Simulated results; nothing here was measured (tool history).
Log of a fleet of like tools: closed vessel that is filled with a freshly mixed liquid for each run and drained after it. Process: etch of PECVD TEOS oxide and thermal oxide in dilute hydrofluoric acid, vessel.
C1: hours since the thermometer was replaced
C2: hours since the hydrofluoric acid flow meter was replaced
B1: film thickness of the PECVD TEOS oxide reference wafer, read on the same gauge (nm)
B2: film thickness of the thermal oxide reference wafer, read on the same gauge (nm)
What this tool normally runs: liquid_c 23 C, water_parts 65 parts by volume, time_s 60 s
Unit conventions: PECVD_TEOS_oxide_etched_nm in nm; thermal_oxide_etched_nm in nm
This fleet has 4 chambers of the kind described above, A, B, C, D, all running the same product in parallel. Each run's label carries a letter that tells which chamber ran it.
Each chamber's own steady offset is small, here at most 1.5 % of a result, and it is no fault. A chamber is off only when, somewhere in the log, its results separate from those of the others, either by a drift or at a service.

Run 1C, hour 10.2: usual settings; C1 1723.3; C2 812.7; B1 140.00; B2 40.013. Result: PECVD_TEOS_oxide_etched_nm 18.9170 nm, thermal_oxide_etched_nm 4.3348 nm.
Run 2D, hour 23.3: usual settings; C1 877.5; C2 677.0; B1 139.99; B2 40.001. Result: PECVD_TEOS_oxide_etched_nm 18.7800 nm, thermal_oxide_etched_nm 4.4044 nm.
Run 3B, hour 34.4: usual settings; C1 369.2; C2 985.7; B1 140.02; B2 39.975. Result: PECVD_TEOS_oxide_etched_nm 18.8390 nm, thermal_oxide_etched_nm 4.3563 nm.
Run 4A, hour 45.6: usual settings; C1 410.1; C2 461.0; B1 140.01; B2 40.004. Result: PECVD_TEOS_oxide_etched_nm 19.1040 nm, thermal_oxide_etched_nm 4.3264 nm.
Run 5A, hour 56.4: usual settings; C1 420.9; C2 471.8; B1 139.98; B2 40.031. Result: PECVD_TEOS_oxide_etched_nm 19.2240 nm, thermal_oxide_etched_nm 4.3488 nm.
Run 6D, hour 70.7: usual settings; C1 924.9; C2 724.4; B1 140.00; B2 40.033. Result: PECVD_TEOS_oxide_etched_nm 18.8850 nm, thermal_oxide_etched_nm 4.3942 nm.
Run 7C, hour 80.8: usual settings; C1 1793.9; C2 883.3; B1 140.00; B2 39.975. Result: PECVD_TEOS_oxide_etched_nm 18.9140 nm, thermal_oxide_etched_nm 4.3874 nm.
Run 8B, hour 93.2: usual settings; C1 428.0; C2 1044.5; B1 139.99; B2 40.039. Result: PECVD_TEOS_oxide_etched_nm 18.9510 nm, thermal_oxide_etched_nm 4.3838 nm.
Run 9D, hour 102.8: usual settings; C1 957.0; C2 756.5; B1 139.98; B2 40.012. Result: PECVD_TEOS_oxide_etched_nm 18.8260 nm, thermal_oxide_etched_nm 4.3419 nm.
Run 10A, hour 112.1: usual settings but water_parts 75 parts by volume; C1 476.6; C2 527.5; B1 140.01; B2 39.957. Result: PECVD_TEOS_oxide_etched_nm 16.4940 nm, thermal_oxide_etched_nm 3.7194 nm.
Run 11C, hour 119.6: usual settings but water_parts 75 parts by volume; C1 1832.7; C2 922.1; B1 140.00; B2 40.027. Result: PECVD_TEOS_oxide_etched_nm 16.3750 nm, thermal_oxide_etched_nm 3.7329 nm.
Run 12B, hour 131.8: usual settings but water_parts 75 parts by volume; C1 466.6; C2 1083.1; B1 140.01; B2 40.006. Result: PECVD_TEOS_oxide_etched_nm 16.1720 nm, thermal_oxide_etched_nm 3.7801 nm.
Run 13C, hour 141.2: usual settings but water_parts 75 parts by volume; C1 1854.3; C2 943.7; B1 140.00; B2 39.992. Result: PECVD_TEOS_oxide_etched_nm 16.2430 nm, thermal_oxide_etched_nm 3.7309 nm.
Run 14B, hour 149.6: usual settings but liquid_c 26 C, time_s 35 s; C1 484.4; C2 1100.9; B1 140.00; B2 39.957. Result: PECVD_TEOS_oxide_etched_nm 12.4170 nm, thermal_oxide_etched_nm 2.8602 nm.
Run 15D, hour 159.4: usual settings but liquid_c 26 C, time_s 35 s; C1 1013.6; C2 813.1; B1 139.99; B2 40.017. Result: PECVD_TEOS_oxide_etched_nm 12.3520 nm, thermal_oxide_etched_nm 2.8892 nm.
Run 16A, hour 167.0: usual settings but liquid_c 26 C, time_s 35 s; C1 531.5; C2 582.4; B1 139.99; B2 40.029. Result: PECVD_TEOS_oxide_etched_nm 12.5590 nm, thermal_oxide_etched_nm 2.8548 nm.
Run 17C, hour 177.5: usual settings but liquid_c 26 C, time_s 35 s; C1 1890.6; C2 980.0; B1 140.01; B2 39.982. Result: PECVD_TEOS_oxide_etched_nm 12.4820 nm, thermal_oxide_etched_nm 2.8606 nm.
Run 18B, hour 185.5: usual settings; C1 520.3; C2 1136.8; B1 140.00; B2 40.033. Result: PECVD_TEOS_oxide_etched_nm 18.9310 nm, thermal_oxide_etched_nm 4.4146 nm.
Run 19A, hour 199.0: usual settings; C1 563.5; C2 614.4; B1 140.02; B2 39.995. Result: PECVD_TEOS_oxide_etched_nm 19.2840 nm, thermal_oxide_etched_nm 4.3383 nm.
At hour 204.9: chamber D: hydrofluoric acid flow meter replaced.
Run 20D, hour 210.7: usual settings; C1 1064.9; C2 5.9; B1 139.99; B2 40.002. Result: PECVD_TEOS_oxide_etched_nm 18.8900 nm, thermal_oxide_etched_nm 4.3987 nm.
Run 21D, hour 224.3: usual settings; C1 1078.5; C2 19.5; B1 140.00; B2 39.983. Result: PECVD_TEOS_oxide_etched_nm 18.9090 nm, thermal_oxide_etched_nm 4.4126 nm.
Run 22C, hour 235.8: usual settings; C1 1948.9; C2 1038.3; B1 139.98; B2 40.030. Result: PECVD_TEOS_oxide_etched_nm 18.9750 nm, thermal_oxide_etched_nm 4.3752 nm.
At hour 247.7: chamber B: thermometer replaced.
Run 23B, hour 248.5: usual settings but time_s 30 s; C1 0.9; C2 1199.8; B1 139.99; B2 40.016. Result: PECVD_TEOS_oxide_etched_nm 9.5114 nm, thermal_oxide_etched_nm 2.1900 nm.
Run 24A, hour 262.1: usual settings but time_s 30 s; C1 626.6; C2 677.5; B1 140.00; B2 40.013. Result: PECVD_TEOS_oxide_etched_nm 9.6404 nm, thermal_oxide_etched_nm 2.1787 nm.
Run 25A, hour 272.6: usual settings but time_s 30 s; C1 637.1; C2 688.0; B1 139.99; B2 40.013. Result: PECVD_TEOS_oxide_etched_nm 9.6071 nm, thermal_oxide_etched_nm 2.1605 nm.
Run 26C, hour 283.9: usual settings but time_s 30 s; C1 1997.0; C2 1086.4; B1 140.00; B2 39.992. Result: PECVD_TEOS_oxide_etched_nm 9.5337 nm, thermal_oxide_etched_nm 2.1849 nm.
Run 27D, hour 296.1: usual settings; C1 1150.3; C2 91.3; B1 139.99; B2 40.015. Result: PECVD_TEOS_oxide_etched_nm 18.7690 nm, thermal_oxide_etched_nm 4.3677 nm.
Run 28B, hour 304.6: usual settings; C1 57.0; C2 1255.9; B1 140.00; B2 39.987. Result: PECVD_TEOS_oxide_etched_nm 19.0430 nm, thermal_oxide_etched_nm 4.3985 nm.
Run 29A, hour 315.4: usual settings; C1 679.9; C2 730.8; B1 139.99; B2 40.025. Result: PECVD_TEOS_oxide_etched_nm 19.1090 nm, thermal_oxide_etched_nm 4.3178 nm.

All chambers now run identical settings, listed one chamber a line with results as question marks. What results will each chamber show?
Run 30A, hour 325.7: usual settings but water_parts 95 parts by volume. Result: PECVD_TEOS_oxide_etched_nm ?, thermal_oxide_etched_nm ?.
Run 30B, hour 325.7: usual settings but water_parts 95 parts by volume. Result: PECVD_TEOS_oxide_etched_nm ?, thermal_oxide_etched_nm ?.
Run 30C, hour 325.7: usual settings but water_parts 95 parts by volume. Result: PECVD_TEOS_oxide_etched_nm ?, thermal_oxide_etched_nm ?.
Run 30D, hour 325.7: usual settings but water_parts 95 parts by volume. Result: PECVD_TEOS_oxide_etched_nm ?, thermal_oxide_etched_nm ?.

run  PECVD_TEOS_oxide_etched_nm  thermal_oxide_etched_nm
30A                     12.7050                   2.8671
30B                     12.3930                   2.8981
30C                     12.5730                   2.8924
30D                     12.4020                   2.8645
